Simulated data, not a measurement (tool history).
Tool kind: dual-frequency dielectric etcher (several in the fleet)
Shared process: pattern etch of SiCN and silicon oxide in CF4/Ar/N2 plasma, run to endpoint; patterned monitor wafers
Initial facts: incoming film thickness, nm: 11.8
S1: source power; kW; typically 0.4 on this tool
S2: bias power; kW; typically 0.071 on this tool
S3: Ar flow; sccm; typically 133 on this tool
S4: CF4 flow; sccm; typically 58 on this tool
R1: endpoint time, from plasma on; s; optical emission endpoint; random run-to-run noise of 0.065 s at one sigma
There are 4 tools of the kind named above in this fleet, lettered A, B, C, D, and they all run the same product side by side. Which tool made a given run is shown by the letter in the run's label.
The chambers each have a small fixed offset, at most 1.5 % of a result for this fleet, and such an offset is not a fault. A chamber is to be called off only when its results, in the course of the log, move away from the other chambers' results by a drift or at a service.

run 1D day=0.525 | S1=0.4 S2=0.071 S3=133 S4=58 | R1=16.275
-- day=0.546 chamber A: wet clean of the chamber
run 2B day=0.858 | S1=0.4 S2=0.071 S3=133 S4=58 | R1=16.429
run 3A day=1.312 | S1=0.4 S2=0.071 S3=133 S4=58 | R1=16.555
run 4C day=1.783 | S1=0.4 S2=0.071 S3=133 S4=58 | R1=16.638
run 5D day=2.083 | S1=0.4 S2=0.071 S3=133 S4=58 | R1=16.284
run 6B day=2.412 | S1=0.4 S2=0.071 S3=133 S4=58 | R1=16.364
run 7A day=3.008 | S1=0.4 S2=0.071 S3=133 S4=58 | R1=16.56
run 8C day=3.383 | S1=0.4 S2=0.071 S3=133 S4=58 | R1=16.571
run 9B day=3.729 | S1=0.4 S2=0.071 S3=133 S4=58 | R1=16.424
run 10A day=4.067 | S1=0.4 S2=0.071 S3=133 S4=58 | R1=16.661
run 11D day=4.608 | S1=0.45 S2=0.071 S3=133 S4=58 | R1=14.655
run 12C day=4.917 | S1=0.45 S2=0.071 S3=133 S4=58 | R1=14.979
-- day=5 chamber B: CF4 flow controller replaced
run 13D day=5.488 | S1=0.45 S2=0.071 S3=133 S4=58 | R1=14.627
run 14C day=5.846 | S1=0.45 S2=0.071 S3=133 S4=58 | R1=14.887
run 15B day=6.246 | S1=0.4 S2=0.071 S3=133 S4=58 | R1=16.361
run 16A day=6.621 | S1=0.4 S2=0.071 S3=133 S4=58 | R1=16.548
run 17C day=7.154 | S1=0.4 S2=0.071 S3=133 S4=58 | R1=16.54
run 18A day=7.696 | S1=0.4 S2=0.071 S3=133 S4=58 | R1=16.558
run 19B day=8 | S1=0.4 S2=0.071 S3=133 S4=68 | R1=16.019
-- day=8.154 chamber A: CF4 flow controller replaced
run 20D day=8.442 | S1=0.4 S2=0.071 S3=133 S4=68 | R1=15.785
run 21A day=8.967 | S1=0.4 S2=0.071 S3=133 S4=68 | R1=16.294
-- day=9.288 chamber D: wet clean of the chamber
run 22C day=9.446 | S1=0.4 S2=0.071 S3=133 S4=68 | R1=16.09
run 23D day=9.867 | S1=0.4 S2=0.071 S3=133 S4=58 | R1=16.293
run 24B day=10.475 | S1=0.4 S2=0.071 S3=133 S4=58 | R1=16.402
run 25B day=11.038 | S1=0.4 S2=0.071 S3=133 S4=58 | R1=16.494
run 26D day=11.321 | S1=0.4 S2=0.071 S3=133 S4=58 | R1=16.135
run 27C day=11.762 | S1=0.4 S2=0.071 S3=133 S4=58 | R1=16.614
run 28A day=12.396 | S1=0.4 S2=0.071 S3=133 S4=58 | R1=16.731
-- day=12.679 chamber C: wet clean of the chamber
run 29B day=12.75 | S1=0.4 S2=0.071 S3=133 S4=58 | R1=16.454
run 30A day=13.308 | S1=0.4 S2=0.071 S3=133 S4=58 | R1=16.625
run 31C day=13.692 | S1=0.4 S2=0.071 S3=133 S4=58 | R1=16.504
-- day=13.962 chamber B: wet clean of the chamber
-- day=14.008 chamber D: CF4 flow controller replaced
run 32D day=14.133 | S1=0.4 S2=0.071 S3=133 S4=58 | R1=16.259
run 33A day=14.75 | S1=0.4 S2=0.071 S3=133 S4=58 | R1=16.771
run 34C day=15.117 | S1=0.4 S2=0.055 S3=133 S4=53 | R1=18.399
run 35B day=15.4 | S1=0.4 S2=0.055 S3=133 S4=53 | R1=18.282

Next, every chamber runs the same settings. What will each give?
run 36A day=15.862 | S1=0.4 S2=0.071 S3=133 S4=58 | R1=?
run 36B day=15.862 | S1=0.4 S2=0.071 S3=133 S4=58 | R1=?
run 36C day=15.862 | S1=0.4 S2=0.071 S3=133 S4=58 | R1=?
run 36D day=15.862 | S1=0.4 S2=0.071 S3=133 S4=58 | R1=?

run=36A R1=16.61
run=36B R1=16.539
run=36C R1=16.461
run=36D R1=16.354
